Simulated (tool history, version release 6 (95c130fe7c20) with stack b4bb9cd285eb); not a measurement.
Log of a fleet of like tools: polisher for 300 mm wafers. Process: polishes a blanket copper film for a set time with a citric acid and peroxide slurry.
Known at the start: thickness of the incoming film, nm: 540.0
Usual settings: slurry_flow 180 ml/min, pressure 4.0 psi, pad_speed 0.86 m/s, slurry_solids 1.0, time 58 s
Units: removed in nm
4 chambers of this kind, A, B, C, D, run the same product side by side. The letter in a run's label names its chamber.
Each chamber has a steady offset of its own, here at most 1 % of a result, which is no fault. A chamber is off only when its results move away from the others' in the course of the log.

run	hour	slurry_flow	pressure	pad_speed	slurry_solids	time	removed
1D	5.0	180	4.0	0.86	1.0	58	121.97
2C	10.2	180	4.0	0.86	1.0	58	125.55
3B	14.1	180	4.0	0.86	1.0	58	122.46
4A	18.7	180	4.0	0.86	1.0	58	124.03
# hour 19.6: chamber D: worn pad replaced by a new one
5A	25.1	145	3.5	0.86	1.0	58	103.49
6C	32.8	145	3.5	0.86	1.0	58	104.65
7B	37.2	145	3.5	0.86	1.0	58	104.79
# hour 39.7: chamber B: slurry blender recalibrated
# hour 43.3: chamber B: worn pad replaced by a new one
8D	44.8	145	3.5	0.86	1.0	58	105.11
# hour 48.2: chamber B: slurry nozzle cleaned
9C	50.8	180	4.0	0.86	0.9	70	148.23
10D	55.1	180	4.0	0.86	0.9	70	142.62
11A	59.7	180	4.0	0.86	0.9	70	145.26
12B	65.3	180	4.0	0.86	0.9	70	143.67
13A	71.3	180	4.0	0.86	1.0	58	123.52
# hour 71.7: chamber D: worn pad replaced by a new one
14B	75.7	180	4.0	0.86	1.0	58	122.32
15D	80.2	180	4.0	0.86	1.0	58	120.63
# hour 81.2: chamber C: worn pad replaced by a new one
# hour 83.8: chamber C: slurry blender recalibrated
16C	87.5	180	4.0	0.86	1.0	58	122.60
17B	93.2	180	4.0	0.86	1.0	58	121.93
# hour 97.6: chamber A: worn pad replaced by a new one
18C	100.3	180	4.0	0.86	1.0	58	120.66
19A	107.1	180	4.0	0.86	1.0	58	121.81
20D	114.1	180	4.0	0.86	1.0	58	115.41
# hour 120.4: chamber D: worn pad replaced by a new one
21B	121.0	180	4.0	0.86	1.0	58	122.95
# hour 121.8: chamber A: head pressure recalibrated
22A	125.3	180	4.0	0.86	1.0	58	123.61
# hour 131.0: chamber B: worn pad replaced by a new one
23C	132.4	180	4.0	0.86	1.0	58	123.77
24D	138.5	180	4.0	0.86	1.0	58	114.39
# hour 141.7: chamber C: slurry nozzle cleaned
25A	146.3	180	4.0	0.86	1.0	58	123.66
26C	150.1	180	4.0	0.86	1.0	58	124.18
27D	155.3	180	4.0	0.86	1.0	58	111.55
# hour 158.3: chamber C: worn pad replaced by a new one
28B	159.8	180	4.0	0.86	1.0	58	120.85
29D	165.3	180	4.0	0.86	1.0	58	110.04
30A	169.8	180	4.0	0.86	1.0	58	121.93
31C	177.6	180	4.0	0.86	1.0	58	123.15
32B	184.7	180	5.2	0.86	1.0	58	157.41

Next, every chamber runs the same settings. What will each give?
33A	190.4	180	4.0	0.86	1.0	58	?
33B	190.4	180	4.0	0.86	1.0	58	?
33C	190.4	180	4.0	0.86	1.0	58	?
33D	190.4	180	4.0	0.86	1.0	58	?

run	removed
33A	123.76
33B	122.75
33C	124.46
33D	105.70

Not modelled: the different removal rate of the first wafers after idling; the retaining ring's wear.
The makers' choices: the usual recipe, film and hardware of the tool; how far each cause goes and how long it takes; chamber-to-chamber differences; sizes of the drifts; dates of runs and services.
